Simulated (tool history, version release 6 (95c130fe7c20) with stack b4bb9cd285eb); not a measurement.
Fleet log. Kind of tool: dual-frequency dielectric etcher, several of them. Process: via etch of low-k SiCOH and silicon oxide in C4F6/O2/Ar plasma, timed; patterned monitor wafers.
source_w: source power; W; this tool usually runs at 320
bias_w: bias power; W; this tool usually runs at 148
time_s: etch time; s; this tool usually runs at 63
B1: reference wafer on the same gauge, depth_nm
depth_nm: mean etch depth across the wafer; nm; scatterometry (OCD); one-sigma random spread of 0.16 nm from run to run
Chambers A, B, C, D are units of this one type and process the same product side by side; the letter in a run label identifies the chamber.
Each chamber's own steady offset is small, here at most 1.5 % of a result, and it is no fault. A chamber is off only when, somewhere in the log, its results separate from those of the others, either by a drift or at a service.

run 1B hour=7.7 | source_w=320 bias_w=148 time_s=63 | B1=127.01 | depth_nm=142.8
run 2D hour=13.7 | source_w=320 bias_w=148 time_s=63 | B1=127.03 | depth_nm=140.73
run 3C hour=22.7 | source_w=320 bias_w=148 time_s=63 | B1=127.05 | depth_nm=141.51
run 4A hour=32.6 | source_w=320 bias_w=148 time_s=63 | B1=127.12 | depth_nm=143.6
run 5C hour=42.4 | source_w=320 bias_w=148 time_s=63 | B1=127.1 | depth_nm=141.65
run 6B hour=49.8 | source_w=320 bias_w=148 time_s=63 | B1=127.1 | depth_nm=143.08
run 7A hour=54.7 | source_w=250 bias_w=133 time_s=63 | B1=127.1 | depth_nm=125.86
run 8D hour=64.6 | source_w=250 bias_w=133 time_s=63 | B1=127.12 | depth_nm=123.26
run 9A hour=73.2 | source_w=250 bias_w=133 time_s=63 | B1=127.14 | depth_nm=125.89
run 10D hour=81.2 | source_w=250 bias_w=133 time_s=63 | B1=127.12 | depth_nm=123.32
run 11C hour=91.1 | source_w=320 bias_w=148 time_s=63 | B1=127.18 | depth_nm=141.6
-- hour=93.6 chamber D: source power generator calibrated
run 12B hour=98.4 | source_w=320 bias_w=179 time_s=63 | B1=127.2 | depth_nm=151.88
run 13C hour=106.1 | source_w=320 bias_w=179 time_s=63 | B1=127.23 | depth_nm=150.63
run 14A hour=112.3 | source_w=320 bias_w=179 time_s=63 | B1=127.23 | depth_nm=152.31
run 15B hour=119.9 | source_w=320 bias_w=179 time_s=63 | B1=127.25 | depth_nm=152.06
-- hour=124.1 chamber A: wet clean of the chamber
run 16D hour=127.1 | source_w=320 bias_w=148 time_s=63 | B1=127.22 | depth_nm=140.58
run 17A hour=136.8 | source_w=320 bias_w=148 time_s=63 | B1=127.25 | depth_nm=143.76
run 18D hour=144.8 | source_w=320 bias_w=148 time_s=63 | B1=127.24 | depth_nm=140.77
run 19B hour=153.4 | source_w=320 bias_w=148 time_s=63 | B1=127.28 | depth_nm=143.11
run 20C hour=160.5 | source_w=320 bias_w=148 time_s=63 | B1=127.27 | depth_nm=141.85
-- hour=164.6 chamber B: wet clean of the chamber
run 21A hour=170.4 | source_w=320 bias_w=148 time_s=63 | B1=127.33 | depth_nm=143.85
run 22C hour=178.5 | source_w=320 bias_w=148 time_s=63 | B1=127.33 | depth_nm=142.04
run 23B hour=189.1 | source_w=320 bias_w=148 time_s=45 | B1=127.39 | depth_nm=102.35
run 24D hour=195.6 | source_w=320 bias_w=148 time_s=45 | B1=127.4 | depth_nm=100.47
run 25B hour=201.3 | source_w=320 bias_w=148 time_s=45 | B1=127.34 | depth_nm=102.28
run 26D hour=206 | source_w=320 bias_w=148 time_s=45 | B1=127.45 | depth_nm=100.7
run 27C hour=212.1 | source_w=320 bias_w=148 time_s=63 | B1=127.42 | depth_nm=142.28
run 28A hour=220 | source_w=320 bias_w=148 time_s=63 | B1=127.4 | depth_nm=144.06
run 29C hour=228.6 | source_w=320 bias_w=148 time_s=63 | B1=127.42 | depth_nm=142.08
run 30A hour=234.5 | source_w=320 bias_w=148 time_s=63 | B1=127.45 | depth_nm=144.52
run 31D hour=241.7 | source_w=320 bias_w=148 time_s=63 | B1=127.5 | depth_nm=140.92
run 32B hour=248.6 | source_w=320 bias_w=148 time_s=63 | B1=127.47 | depth_nm=143.23
run 33B hour=256.2 | source_w=320 bias_w=148 time_s=63 | B1=127.52 | depth_nm=143.02
run 34C hour=263.2 | source_w=320 bias_w=148 time_s=63 | B1=127.5 | depth_nm=142.04
run 35A hour=267.8 | source_w=320 bias_w=148 time_s=63 | B1=127.51 | depth_nm=144.34
run 36D hour=275.3 | source_w=370 bias_w=148 time_s=63 | B1=127.57 | depth_nm=149.24
run 37D hour=281.8 | source_w=370 bias_w=148 time_s=63 | B1=127.57 | depth_nm=149
run 38B hour=289 | source_w=370 bias_w=148 time_s=63 | B1=127.57 | depth_nm=151.82
run 39C hour=298.9 | source_w=370 bias_w=148 time_s=63 | B1=127.59 | depth_nm=150.31

Decide between three cases: one chamber stands off from its peers, the gauge reading all wafers drifts, or nothing is wrong past each chamber's small offset. Where a chamber is off, say which and what most likely put it there.

Every chamber seems to shift together because the gauge that measures them all drifts; the chambers themselves are fine.
Most likely cause: gauge reads high (%) = 0.473.
